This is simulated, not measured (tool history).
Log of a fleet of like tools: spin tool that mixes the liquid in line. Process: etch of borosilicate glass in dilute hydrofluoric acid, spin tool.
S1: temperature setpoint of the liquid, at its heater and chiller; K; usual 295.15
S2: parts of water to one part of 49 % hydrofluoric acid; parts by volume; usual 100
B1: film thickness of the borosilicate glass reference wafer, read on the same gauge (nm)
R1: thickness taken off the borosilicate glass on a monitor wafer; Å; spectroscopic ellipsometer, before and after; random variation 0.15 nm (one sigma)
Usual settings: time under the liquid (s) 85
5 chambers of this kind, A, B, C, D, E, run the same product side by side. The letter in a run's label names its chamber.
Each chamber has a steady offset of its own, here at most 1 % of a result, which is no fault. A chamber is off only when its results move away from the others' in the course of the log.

{"run": "1E", "day": 0.183, "S1": 295.15, "S2": 100, "time under the liquid (s)": 85, "B1": 80.054, "R1": 189.38}
{"run": "2A", "day": 0.304, "S1": 295.15, "S2": 100, "time under the liquid (s)": 85, "B1": 80.006, "R1": 189.06}
{"run": "3D", "day": 0.458, "S1": 295.15, "S2": 100, "time under the liquid (s)": 85, "B1": 79.984, "R1": 187.47}
{"run": "4B", "day": 0.588, "S1": 295.15, "S2": 100, "time under the liquid (s)": 85, "B1": 79.97, "R1": 186.29}
{"run": "5C", "day": 0.783, "S1": 295.15, "S2": 100, "time under the liquid (s)": 85, "B1": 79.96, "R1": 187.34}
{"run": "6C", "day": 0.904, "S1": 295.15, "S2": 100, "time under the liquid (s)": 85, "B1": 79.963, "R1": 187.37}
{"run": "7D", "day": 1.054, "S1": 295.15, "S2": 100, "time under the liquid (s)": 85, "B1": 80.009, "R1": 185.2}
{"run": "8A", "day": 1.204, "S1": 295.15, "S2": 100, "time under the liquid (s)": 85, "B1": 80.022, "R1": 189.31}
{"day": 1.35, "done": "chamber D: thermometer replaced"}
{"run": "9B", "day": 1.371, "S1": 295.15, "S2": 100, "time under the liquid (s)": 85, "B1": 80.053, "R1": 191.58}
{"run": "10E", "day": 1.612, "S1": 295.15, "S2": 100, "time under the liquid (s)": 85, "B1": 80.019, "R1": 186.41}
{"run": "11E", "day": 1.754, "S1": 295.15, "S2": 100, "time under the liquid (s)": 85, "B1": 80.011, "R1": 184.74}
{"run": "12A", "day": 1.921, "S1": 295.15, "S2": 100, "time under the liquid (s)": 85, "B1": 79.992, "R1": 190.77}
{"run": "13C", "day": 2.112, "S1": 295.15, "S2": 100, "time under the liquid (s)": 85, "B1": 80.009, "R1": 188.98}
{"run": "14D", "day": 2.3, "S1": 295.15, "S2": 100, "time under the liquid (s)": 85, "B1": 80.011, "R1": 185.83}
{"run": "15B", "day": 2.546, "S1": 295.15, "S2": 100, "time under the liquid (s)": 85, "B1": 80.057, "R1": 194.15}
{"run": "16C", "day": 2.796, "S1": 295.15, "S2": 100, "time under the liquid (s)": 85, "B1": 79.979, "R1": 189.83}
{"run": "17D", "day": 2.954, "S1": 295.15, "S2": 140, "time under the liquid (s)": 50, "B1": 79.968, "R1": 74.326}
{"run": "18A", "day": 3.129, "S1": 295.15, "S2": 140, "time under the liquid (s)": 50, "B1": 80.004, "R1": 76.362}
{"run": "19B", "day": 3.371, "S1": 295.15, "S2": 140, "time under the liquid (s)": 50, "B1": 80.024, "R1": 78.19}
{"run": "20E", "day": 3.508, "S1": 295.15, "S2": 140, "time under the liquid (s)": 50, "B1": 80.0, "R1": 75.626}
{"run": "21C", "day": 3.758, "S1": 295.15, "S2": 140, "time under the liquid (s)": 50, "B1": 80.012, "R1": 74.43}
{"run": "22E", "day": 3.958, "S1": 295.15, "S2": 100, "time under the liquid (s)": 85, "B1": 79.982, "R1": 187.23}
{"run": "23D", "day": 4.175, "S1": 295.15, "S2": 145, "time under the liquid (s)": 120, "B1": 80.037, "R1": 172.62}
{"run": "24B", "day": 4.317, "S1": 295.15, "S2": 145, "time under the liquid (s)": 120, "B1": 80.018, "R1": 187.07}
{"run": "25A", "day": 4.542, "S1": 295.15, "S2": 145, "time under the liquid (s)": 120, "B1": 79.994, "R1": 174.89}
{"run": "26C", "day": 4.733, "S1": 295.15, "S2": 145, "time under the liquid (s)": 120, "B1": 79.992, "R1": 175.17}
{"run": "27D", "day": 4.9, "S1": 295.15, "S2": 145, "time under the liquid (s)": 120, "B1": 79.995, "R1": 169.84}
{"run": "28B", "day": 5.117, "S1": 295.15, "S2": 100, "time under the liquid (s)": 85, "B1": 79.959, "R1": 200.05}
{"run": "29A", "day": 5.279, "S1": 295.15, "S2": 100, "time under the liquid (s)": 85, "B1": 80.027, "R1": 189.08}
{"run": "30E", "day": 5.462, "S1": 295.15, "S2": 100, "time under the liquid (s)": 85, "B1": 79.985, "R1": 188.86}
{"run": "31A", "day": 5.625, "S1": 295.15, "S2": 100, "time under the liquid (s)": 85, "B1": 79.974, "R1": 189.5}
{"run": "32E", "day": 5.762, "S1": 295.15, "S2": 80, "time under the liquid (s)": 85, "B1": 79.996, "R1": 243.69}
{"run": "33D", "day": 5.933, "S1": 295.15, "S2": 80, "time under the liquid (s)": 85, "B1": 79.992, "R1": 241.6}
{"run": "34C", "day": 6.133, "S1": 295.15, "S2": 80, "time under the liquid (s)": 85, "B1": 79.991, "R1": 239.16}

Is one chamber off against the others, does the gauge drift, or is nothing wrong? If a chamber is off, say which, and what the likeliest cause is.

Chamber B drifts away from the others.
Cause: hydrofluoric acid flow above the setpoint (%) = 7.27.
The log may not tell that from: liquid hotter than its thermometer reads (K).

Here are 4 candidates for chamber B's next run, each the usual settings with a change, their results left as question marks. Which one brings its results back in line with what the others give on the usual settings?
In line means no further than this from the other chambers' mean on the usual settings: R1 5.300 Å
{"run": "35B-1", "day": 6.312, "S1": 297.15, "S2": 100, "time under the liquid (s)": 85, "R1": "?"}
{"run": "35B-2", "day": 6.312, "S1": 294.15, "S2": 100, "time under the liquid (s)": 85, "R1": "?"}
{"run": "35B-3", "day": 6.312, "S1": 293.15, "S2": 100, "time under the liquid (s)": 85, "R1": "?"}
{"run": "35B-4", "day": 6.312, "S1": 296.15, "S2": 100, "time under the liquid (s)": 85, "R1": "?"}

The other chambers' mean on the usual settings: R1 187.780 Å
run=35B-1 R1=220.580
run=35B-2 R1=195.590
run=35B-3 R1=187.800
run=35B-4 R1=212.010
35B-3 brings the chamber back in line.
